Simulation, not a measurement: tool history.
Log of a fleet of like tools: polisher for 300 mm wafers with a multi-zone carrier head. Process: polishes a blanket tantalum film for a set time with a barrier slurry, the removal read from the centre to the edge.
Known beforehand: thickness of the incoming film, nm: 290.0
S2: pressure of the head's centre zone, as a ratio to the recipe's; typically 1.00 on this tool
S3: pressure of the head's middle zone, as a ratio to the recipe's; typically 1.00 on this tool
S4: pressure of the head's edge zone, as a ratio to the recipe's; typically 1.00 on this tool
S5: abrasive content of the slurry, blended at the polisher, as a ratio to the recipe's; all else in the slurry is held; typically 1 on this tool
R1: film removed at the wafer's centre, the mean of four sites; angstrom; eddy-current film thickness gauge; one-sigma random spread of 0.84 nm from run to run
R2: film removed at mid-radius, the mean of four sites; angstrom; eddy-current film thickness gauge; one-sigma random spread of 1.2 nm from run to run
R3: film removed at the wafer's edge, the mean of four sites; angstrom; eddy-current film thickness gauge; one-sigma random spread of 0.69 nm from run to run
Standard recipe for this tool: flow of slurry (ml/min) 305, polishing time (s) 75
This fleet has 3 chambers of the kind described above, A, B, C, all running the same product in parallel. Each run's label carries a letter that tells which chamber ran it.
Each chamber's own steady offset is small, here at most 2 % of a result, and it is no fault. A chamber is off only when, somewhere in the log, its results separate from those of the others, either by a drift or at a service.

run 1C hour=3.5 | flow_of_slurry_(ml/min)=305 S2=1.00 S3=1.00 S4=1.00 S5=1 polishing_time_(s)=75 | R1=907.84 R2=896.15 R3=905.02
run 2B hour=7.8 | flow_of_slurry_(ml/min)=305 S2=1.00 S3=1.00 S4=1.00 S5=1 polishing_time_(s)=75 | R1=915.09 R2=911.48 R3=912.10
-- hour=8.0 chamber B: worn pad replaced by a new one
run 3A hour=10.8 | flow_of_slurry_(ml/min)=305 S2=1.00 S3=1.00 S4=1.00 S5=1 polishing_time_(s)=75 | R1=919.59 R2=926.91 R3=910.68
run 4B hour=14.4 | flow_of_slurry_(ml/min)=305 S2=1.00 S3=1.00 S4=1.00 S5=1 polishing_time_(s)=75 | R1=905.20 R2=898.97 R3=911.58
-- hour=18.2 chamber A: centre zone pressure recalibrated
run 5A hour=20.0 | flow_of_slurry_(ml/min)=305 S2=0.96 S3=1.00 S4=1.00 S5=1 polishing_time_(s)=75 | R1=878.34 R2=891.20 R3=906.11
run 6C hour=24.2 | flow_of_slurry_(ml/min)=305 S2=0.96 S3=1.00 S4=1.00 S5=1 polishing_time_(s)=75 | R1=860.63 R2=896.05 R3=905.58
run 7A hour=28.7 | flow_of_slurry_(ml/min)=305 S2=0.96 S3=1.00 S4=1.00 S5=1 polishing_time_(s)=75 | R1=878.48 R2=924.19 R3=905.84
run 8B hour=33.4 | flow_of_slurry_(ml/min)=305 S2=1.00 S3=1.00 S4=1.00 S5=1 polishing_time_(s)=75 | R1=912.54 R2=887.69 R3=911.99
run 9C hour=37.0 | flow_of_slurry_(ml/min)=405 S2=1.00 S3=1.00 S4=1.00 S5=1 polishing_time_(s)=55 | R1=670.27 R2=672.58 R3=671.46
run 10B hour=43.5 | flow_of_slurry_(ml/min)=405 S2=1.00 S3=1.00 S4=1.00 S5=1 polishing_time_(s)=55 | R1=685.25 R2=691.98 R3=677.91
run 11A hour=49.9 | flow_of_slurry_(ml/min)=405 S2=1.00 S3=1.00 S4=1.00 S5=1 polishing_time_(s)=55 | R1=670.94 R2=683.52 R3=669.26
-- hour=50.6 chamber C: worn pad replaced by a new one
run 12C hour=53.8 | flow_of_slurry_(ml/min)=305 S2=1.00 S3=1.00 S4=1.00 S5=1 polishing_time_(s)=75 | R1=893.16 R2=880.07 R3=905.00
run 13C hour=58.3 | flow_of_slurry_(ml/min)=305 S2=1.00 S3=1.00 S4=1.00 S5=1 polishing_time_(s)=75 | R1=888.12 R2=918.94 R3=909.74
run 14B hour=63.3 | flow_of_slurry_(ml/min)=385 S2=1.00 S3=0.95 S4=1.00 S5=1 polishing_time_(s)=75 | R1=928.61 R2=895.27 R3=914.65
-- hour=67.1 chamber B: worn pad replaced by a new one
run 15A hour=67.7 | flow_of_slurry_(ml/min)=385 S2=1.00 S3=0.95 S4=1.00 S5=1 polishing_time_(s)=75 | R1=908.83 R2=898.05 R3=903.94
run 16A hour=72.0 | flow_of_slurry_(ml/min)=385 S2=1.00 S3=0.95 S4=1.00 S5=1 polishing_time_(s)=75 | R1=918.89 R2=882.35 R3=900.87
run 17B hour=76.3 | flow_of_slurry_(ml/min)=305 S2=1.00 S3=1.00 S4=1.00 S5=1 polishing_time_(s)=75 | R1=914.19 R2=928.45 R3=911.52
run 18C hour=80.4 | flow_of_slurry_(ml/min)=305 S2=1.00 S3=1.00 S4=1.00 S5=1 polishing_time_(s)=75 | R1=890.81 R2=884.52 R3=902.68
run 19A hour=86.0 | flow_of_slurry_(ml/min)=305 S2=1.00 S3=1.00 S4=1.00 S5=1 polishing_time_(s)=75 | R1=878.90 R2=900.27 R3=884.58
run 20C hour=90.4 | flow_of_slurry_(ml/min)=305 S2=1.00 S3=1.00 S4=1.00 S5=1 polishing_time_(s)=58 | R1=690.73 R2=703.20 R3=692.16
run 21B hour=96.4 | flow_of_slurry_(ml/min)=305 S2=1.00 S3=1.00 S4=1.00 S5=1 polishing_time_(s)=58 | R1=692.72 R2=690.84 R3=697.81
run 22A hour=100.5 | flow_of_slurry_(ml/min)=305 S2=1.00 S3=1.00 S4=1.00 S5=1 polishing_time_(s)=58 | R1=680.26 R2=680.10 R3=680.96
run 23B hour=103.6 | flow_of_slurry_(ml/min)=305 S2=1.00 S3=1.00 S4=1.00 S5=1 polishing_time_(s)=75 | R1=919.95 R2=936.84 R3=910.58
run 24C hour=107.7 | flow_of_slurry_(ml/min)=305 S2=1.00 S3=1.00 S4=1.00 S5=1 polishing_time_(s)=75 | R1=895.97 R2=899.26 R3=916.71
run 25B hour=113.5 | flow_of_slurry_(ml/min)=305 S2=1.00 S3=1.00 S4=1.00 S5=1 polishing_time_(s)=75 | R1=896.87 R2=919.50 R3=898.03
run 26C hour=117.7 | flow_of_slurry_(ml/min)=265 S2=1.00 S3=1.00 S4=1.00 S5=1 polishing_time_(s)=75 | R1=883.55 R2=913.26 R3=890.92
-- hour=119.9 chamber B: worn pad replaced by a new one
run 27A hour=121.8 | flow_of_slurry_(ml/min)=265 S2=1.00 S3=1.00 S4=1.00 S5=1 polishing_time_(s)=75 | R1=863.85 R2=851.35 R3=854.28
-- hour=125.9 chamber A: edge zone pressure recalibrated
run 28C hour=126.3 | flow_of_slurry_(ml/min)=265 S2=1.00 S3=1.00 S4=1.00 S5=1 polishing_time_(s)=75 | R1=866.05 R2=881.20 R3=897.18
run 29B hour=129.6 | flow_of_slurry_(ml/min)=350 S2=1.00 S3=1.00 S4=1.06 S5=1 polishing_time_(s)=75 | R1=900.46 R2=922.50 R3=945.09
-- hour=134.2 chamber C: worn pad replaced by a new one
run 30A hour=134.5 | flow_of_slurry_(ml/min)=350 S2=1.00 S3=1.00 S4=1.06 S5=1 polishing_time_(s)=75 | R1=891.79 R2=894.61 R3=889.28
run 31B hour=138.1 | flow_of_slurry_(ml/min)=350 S2=1.00 S3=1.00 S4=1.06 S5=1 polishing_time_(s)=75 | R1=925.22 R2=922.19 R3=942.34
run 32C hour=143.9 | flow_of_slurry_(ml/min)=305 S2=1.00 S3=1.00 S4=1.00 S5=1 polishing_time_(s)=75 | R1=899.95 R2=911.42 R3=906.56
run 33A hour=147.3 | flow_of_slurry_(ml/min)=305 S2=1.00 S3=1.00 S4=1.00 S5=1 polishing_time_(s)=75 | R1=846.05 R2=846.29 R3=846.35
run 34C hour=153.5 | flow_of_slurry_(ml/min)=305 S2=1.00 S3=1.00 S4=1.00 S5=1 polishing_time_(s)=75 | R1=905.27 R2=912.55 R3=898.84
run 35A hour=159.9 | flow_of_slurry_(ml/min)=305 S2=1.00 S3=1.00 S4=1.00 S5=1 polishing_time_(s)=75 | R1=847.55 R2=840.74 R3=841.70
run 36B hour=164.5 | flow_of_slurry_(ml/min)=305 S2=1.00 S3=1.00 S4=1.00 S5=1 polishing_time_(s)=75 | R1=890.54 R2=932.43 R3=919.72
run 37A hour=169.4 | flow_of_slurry_(ml/min)=305 S2=1.00 S3=1.00 S4=1.00 S5=1 polishing_time_(s)=52 | R1=590.52 R2=589.27 R3=581.35
run 38C hour=173.9 | flow_of_slurry_(ml/min)=305 S2=1.00 S3=1.00 S4=1.00 S5=1 polishing_time_(s)=52 | R1=619.18 R2=628.46 R3=623.58
-- hour=176.7 chamber B: worn pad replaced by a new one
run 39B hour=180.0 | flow_of_slurry_(ml/min)=305 S2=1.00 S3=1.00 S4=1.00 S5=1 polishing_time_(s)=52 | R1=631.10 R2=638.89 R3=629.13
run 40B hour=186.0 | flow_of_slurry_(ml/min)=305 S2=1.00 S3=1.00 S4=1.00 S5=1 polishing_time_(s)=75 | R1=903.19 R2=891.39 R3=906.33
run 41A hour=192.7 | flow_of_slurry_(ml/min)=305 S2=1.00 S3=1.00 S4=1.00 S5=1 polishing_time_(s)=75 | R1=824.03 R2=867.54 R3=833.35
run 42C hour=199.3 | flow_of_slurry_(ml/min)=305 S2=1.00 S3=1.00 S4=1.00 S5=1 polishing_time_(s)=75 | R1=901.83 R2=898.16 R3=908.01
run 43C hour=203.3 | flow_of_slurry_(ml/min)=305 S2=1.00 S3=1.00 S4=1.00 S5=1 polishing_time_(s)=75 | R1=900.40 R2=896.70 R3=904.89

Has any chamber moved away from the others, gradually or after a service, or does the common gauge drift, or do the chambers differ only by their own small steady offsets? State the chamber and the most likely cause if one applies.

Chamber A drifts away from the others.
What lies behind it: removal rate lost through wear of the pad, % = 8.87.

Chamber A could run next with any of the 4 candidate recipes listed below; each alters the usual settings, and their results appear as question marks. Which one brings its results back in line with what the other chambers deliver on the usual settings?
Maximum distance from the other chambers' mean on the usual settings for a result to count as in line: R1 29.00 angstrom; R2 42.00 angstrom; R3 24.00 angstrom
run 44A-1 hour=208.0 | flow_of_slurry_(ml/min)=305 S2=1.01 S3=1.01 S4=0.99 S5=1.00 polishing_time_(s)=69 | R1=? R2=? R3=?
run 44A-2 hour=208.0 | flow_of_slurry_(ml/min)=305 S2=1.01 S3=1.01 S4=0.98 S5=0.95 polishing_time_(s)=66 | R1=? R2=? R3=?
run 44A-3 hour=208.0 | flow_of_slurry_(ml/min)=305 S2=0.99 S3=1.00 S4=1.01 S5=1.00 polishing_time_(s)=83 | R1=? R2=? R3=?
run 44A-4 hour=208.0 | flow_of_slurry_(ml/min)=305 S2=0.98 S3=0.99 S4=1.02 S5=1.05 polishing_time_(s)=85 | R1=? R2=? R3=?

Other chambers, usual settings, mean: R1 901.62 angstrom; R2 906.78 angstrom; R3 907.15 angstrom
run=44A-1 R1=767.68 R2=773.27 R3=752.99
run=44A-2 R1=723.66 R2=728.94 R3=706.09
run=44A-3 R1=903.16 R2=921.91 R3=915.39
run=44A-4 R1=926.86 R2=948.28 R3=955.17
The right change is 44A-3: it brings the chamber back within the allowed miss of the others.

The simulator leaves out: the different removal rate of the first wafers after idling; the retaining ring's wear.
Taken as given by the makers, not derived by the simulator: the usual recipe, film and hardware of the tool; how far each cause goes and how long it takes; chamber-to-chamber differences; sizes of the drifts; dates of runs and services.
